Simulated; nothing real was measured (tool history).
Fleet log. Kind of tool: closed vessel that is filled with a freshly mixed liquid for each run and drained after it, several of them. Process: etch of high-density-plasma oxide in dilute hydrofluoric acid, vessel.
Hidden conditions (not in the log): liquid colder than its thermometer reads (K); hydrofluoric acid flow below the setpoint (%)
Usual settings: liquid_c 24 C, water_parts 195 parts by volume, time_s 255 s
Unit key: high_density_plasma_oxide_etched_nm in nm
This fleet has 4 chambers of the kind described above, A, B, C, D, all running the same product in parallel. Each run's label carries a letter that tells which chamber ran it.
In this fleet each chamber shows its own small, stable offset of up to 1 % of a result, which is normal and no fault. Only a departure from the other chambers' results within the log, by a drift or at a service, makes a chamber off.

run     day  liquid_c  water_parts  time_s  hours since the thermometer was replaced  hours since the hydrofluoric acid flow meter was replaced  read-back film thickness of the high-density-plasma oxide reference wafer, read on the same gauge (nm)  high_density_plasma_oxide_etched_nm
 1A   0.262        24          195     255                                    1684.5                                                     1496.9                                                                                                  40.028                               6.9089
 2D   0.638        24          195     255                                     698.1                                                      131.3                                                                                                   39.99                               6.9425
 3C   1.112        24          195     255                                    1703.9                                                      638.4                                                                                                  39.986                               7.0046
 4B   1.592        24          195     255                                     769.9                                                      442.2                                                                                                  40.025                               6.9956
 5D   1.921        24          195     255                                     728.9                                                      162.1                                                                                                  39.998                               6.9639
 6C     2.5        24          195     255                                    1737.2                                                      671.7                                                                                                   39.96                               6.9722
 7B     2.9        24          195     255                                     801.3                                                      473.6                                                                                                  40.013                               6.9617
 8A   3.292        24          195     255                                    1757.2                                                     1569.6                                                                                                  40.022                               6.9182
 9B   3.696        24          195     255                                     820.4                                                      492.7                                                                                                  40.028                               6.9469
10C   4.271        24          195     255                                    1779.7                                                      714.2                                                                                                  39.958                                6.947
11A   4.804        24          195     255                                    1793.5                                                     1605.9                                                                                                  40.014                               6.9022
12D   5.354        24          115     180                                     811.3                                                      244.5                                                                                                  39.986                                9.011
13D   5.883        24          115     180                                       824                                                      257.2                                                                                                  39.994                               8.9808
14B   6.258        24          115     180                                     881.9                                                      554.2                                                                                                  39.984                               9.0163
15C   6.662        24          115     180                                    1837.1                                                      771.6                                                                                                  39.941                               8.9908
16A   6.988        24          195     255                                    1845.9                                                     1658.3                                                                                                  39.999                               6.8744
17D   7.567        24          195     255                                     864.4                                                      297.6                                                                                                  39.986                               6.8918
18C     8.1        24          195     255                                    1871.6                                                      806.1                                                                                                  39.993                               6.9224
19A   8.462        24          195     255                                    1881.3                                                     1693.7                                                                                                  39.993                               6.8963
20B   8.792        24          195     255                                     942.7                                                        615                                                                                                  40.056                               6.9261
21B     9.1        24          195     255                                     950.1                                                      622.4                                                                                                  39.997                               6.8842
22C   9.679        24          195     255                                    1909.5                                                        844                                                                                                  40.005                               6.9388
23A  10.258        24          195     255                                    1924.4                                                     1736.8                                                                                                  39.984                               6.9177
24D  10.633        21          250     255                                       938                                                      371.2                                                                                                  40.004                               4.5832
25D  11.129        21          250     255                                     949.9                                                      383.1                                                                                                  40.036                               4.5719
26C  11.529        21          250     255                                    1953.9                                                      888.4                                                                                                  40.044                               4.6261
27B  11.888        21          250     255                                      1017                                                      689.3                                                                                                  40.003                               4.5223
28A  12.346      20.5          195     185                                    1974.5                                                     1786.9                                                                                                  40.008                               4.3801
29D  12.654      20.5          195     185                                     986.5                                                      419.7                                                                                                  40.058                               4.4365
30A  13.158      20.5          195     185                                      1994                                                     1806.4                                                                                                  40.032                               4.3821
31C  13.754      20.5          195     185                                    2007.3                                                      941.8                                                                                                  40.022                               4.4106
32B  14.304        24          195     255                                      1075                                                      747.3                                                                                                  40.011                               6.8698
33B    14.8        24          195     255                                    1086.9                                                      759.2                                                                                                  40.006                                6.808
34C  15.229        24          195     255                                    2042.7                                                      977.2                                                                                                  39.989                               6.9944
35D  15.829      26.5          195     255                                    1062.7                                                      495.9                                                                                                  39.982                               7.5649
36A  16.238      26.5          195     255                                    2067.9                                                     1880.3                                                                                                   40.04                               7.5921
37D  16.538      26.5          195     255                                    1079.7                                                      512.9                                                                                                  39.967                               7.6143
38C  17.075      26.5          195     255                                      2087                                                     1021.5                                                                                                  40.011                               7.6158

All chambers now run identical settings, listed one chamber a line with results as question marks. What results will each chamber show?
39A  17.508        24          195     355                                                                                                                                                                                                                                                 ?
39B  17.508        24          195     355                                                                                                                                                                                                                                                 ?
39C  17.508        24          195     355                                                                                                                                                                                                                                                 ?
39D  17.508        24          195     355                                                                                                                                                                                                                                                 ?

run  high_density_plasma_oxide_etched_nm
39A                                9.572
39B                               9.4602
39C                               9.7007
39D                                9.602
